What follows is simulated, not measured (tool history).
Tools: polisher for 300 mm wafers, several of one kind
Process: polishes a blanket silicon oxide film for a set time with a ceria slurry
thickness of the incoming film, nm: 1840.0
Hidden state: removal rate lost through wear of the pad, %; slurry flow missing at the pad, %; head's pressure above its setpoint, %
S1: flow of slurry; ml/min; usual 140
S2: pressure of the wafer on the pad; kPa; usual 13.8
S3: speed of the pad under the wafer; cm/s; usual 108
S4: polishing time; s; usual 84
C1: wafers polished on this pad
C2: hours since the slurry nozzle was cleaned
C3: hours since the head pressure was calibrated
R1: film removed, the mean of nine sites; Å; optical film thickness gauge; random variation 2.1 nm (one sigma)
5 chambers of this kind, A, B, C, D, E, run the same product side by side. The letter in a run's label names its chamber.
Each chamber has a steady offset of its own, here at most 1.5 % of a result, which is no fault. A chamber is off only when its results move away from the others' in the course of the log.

| run | hour | S1 | S2 | S3 | S4 | C1 | C2 | C3 | R1 |
|---|---|---|---|---|---|---|---|---|---|
| 1D | 7.3 | 140 | 13.8 | 108 | 84 | 299 | 367.6 | 1011.9 | 2647.6 |
| 2E | 12.5 | 140 | 13.8 | 108 | 84 | 361 | 81.7 | 373.7 | 2654.1 |
| 3B | 18 | 140 | 13.8 | 108 | 84 | 802 | 576.3 | 149.4 | 2655 |
|  | 20.4 | chamber B: worn pad replaced by a new one |
| 4A | 25 | 140 | 13.8 | 108 | 84 | 675 | 371.8 | 553.6 | 2668.9 |
| 5C | 29.5 | 140 | 13.8 | 108 | 84 | 493 | 291.4 | 766.9 | 2640.4 |
| 6C | 33.4 | 115 | 13.8 | 82 | 84 | 518 | 295.3 | 770.8 | 1942.8 |
| 7D | 39.2 | 115 | 13.8 | 82 | 84 | 503 | 399.5 | 1043.8 | 1930.2 |
| 8E | 43.2 | 115 | 13.8 | 82 | 84 | 558 | 112.4 | 404.4 | 1924.6 |
| 9A | 50.7 | 115 | 13.8 | 82 | 84 | 839 | 397.5 | 579.3 | 1930.2 |
| 10B | 55.5 | 115 | 13.8 | 82 | 84 | 224 | 613.8 | 186.9 | 1878.2 |
|  | 61 | chamber B: slurry nozzle cleaned |
| 11D | 62.7 | 140 | 13.8 | 108 | 84 | 654 | 423 | 1067.3 | 2650.7 |
| 12B | 69.9 | 110 | 13.8 | 108 | 84 | 316 | 9 | 201.3 | 2504.5 |
| 13C | 73.5 | 110 | 13.8 | 108 | 84 | 774 | 335.4 | 810.9 | 2527.6 |
| 14A | 80.5 | 110 | 13.8 | 108 | 84 | 1030 | 427.3 | 609.1 | 2493.6 |
| 15E | 86.1 | 110 | 13.8 | 108 | 84 | 832 | 155.3 | 447.3 | 2503.5 |
| 16D | 92 | 110 | 13.8 | 108 | 84 | 841 | 452.3 | 1096.6 | 2522.8 |
|  | 93.6 | chamber D: slurry nozzle cleaned |
| 17E | 98 | 140 | 13.8 | 108 | 84 | 908 | 167.2 | 459.2 | 2661 |
|  | 99 | chamber D: head pressure recalibrated |
|  | 103.7 | chamber A: head pressure recalibrated |
|  | 105.2 | chamber C: worn pad replaced by a new one |
| 18B | 105.6 | 140 | 13.8 | 108 | 84 | 545 | 44.7 | 237 | 2600.9 |
|  | 109.9 | chamber E: worn pad replaced by a new one |
| 19A | 110.6 | 140 | 13.8 | 108 | 84 | 1223 | 457.4 | 6.9 | 2602.9 |
| 20C | 117.2 | 140 | 13.8 | 108 | 84 | 76 | 379.1 | 854.6 | 2642.3 |
| 21B | 122.4 | 140 | 13.8 | 108 | 84 | 652 | 61.5 | 253.8 | 2613.1 |
| 22D | 126.4 | 140 | 13.8 | 108 | 84 | 1061 | 32.8 | 27.5 | 2650 |
| 23C | 132.6 | 140 | 13.8 | 108 | 84 | 175 | 394.5 | 870 | 2675.6 |
| 24E | 139.4 | 140 | 13.8 | 108 | 84 | 189 | 208.6 | 500.6 | 2655.8 |
| 25A | 146.2 | 140 | 13.8 | 108 | 84 | 1450 | 493 | 42.5 | 2509.9 |
|  | 150.3 | chamber D: worn pad replaced by a new one |
| 26A | 151.9 | 140 | 11.7 | 108 | 111 | 1487 | 498.7 | 48.2 | 2815.7 |
| 27D | 155.6 | 140 | 11.7 | 108 | 111 | 34 | 62 | 56.7 | 2969.8 |
| 28E | 160.6 | 140 | 11.7 | 108 | 111 | 324 | 229.8 | 521.8 | 2961.4 |
| 29B | 166.5 | 140 | 11.7 | 108 | 111 | 934 | 105.6 | 297.9 | 2916.4 |
| 30C | 171 | 140 | 11.7 | 108 | 111 | 421 | 432.9 | 908.4 | 2993.3 |

What goes on in this fleet: one chamber off, a drifting gauge, or nothing beyond the chambers' own small offsets? Name the chamber and the cause, if any.

Chamber A drifts away from the others.
Cause: removal rate lost through wear of the pad, % = 6.63.
The log may not tell that from: slurry flow missing at the pad, %.

Here are 4 candidates for chamber A's next run, each the usual settings with a change, their results left as question marks. Which one brings its results back in line with what the others give on the usual settings?
In line means no further than this from the other chambers' mean on the usual settings: R1 73 Å
| 31A-1 | 176.6 | 140 | 14.5 | 108 | 86 |  |  |  | ? |
| 31A-2 | 176.6 | 140 | 13.8 | 108 | 78 |  |  |  | ? |
| 31A-3 | 176.6 | 140 | 13.8 | 110 | 84 |  |  |  | ? |
| 31A-4 | 176.6 | 140 | 13.8 | 108 | 83 |  |  |  | ? |

The other chambers' mean on the usual settings: R1 2650.1 Å
| run | R1 |
|---|---|
| 31A-1 | 2645.6 |
| 31A-2 | 2283.9 |
| 31A-3 | 2504.6 |
| 31A-4 | 2430.3 |
31A-1 brings the chamber back in line.

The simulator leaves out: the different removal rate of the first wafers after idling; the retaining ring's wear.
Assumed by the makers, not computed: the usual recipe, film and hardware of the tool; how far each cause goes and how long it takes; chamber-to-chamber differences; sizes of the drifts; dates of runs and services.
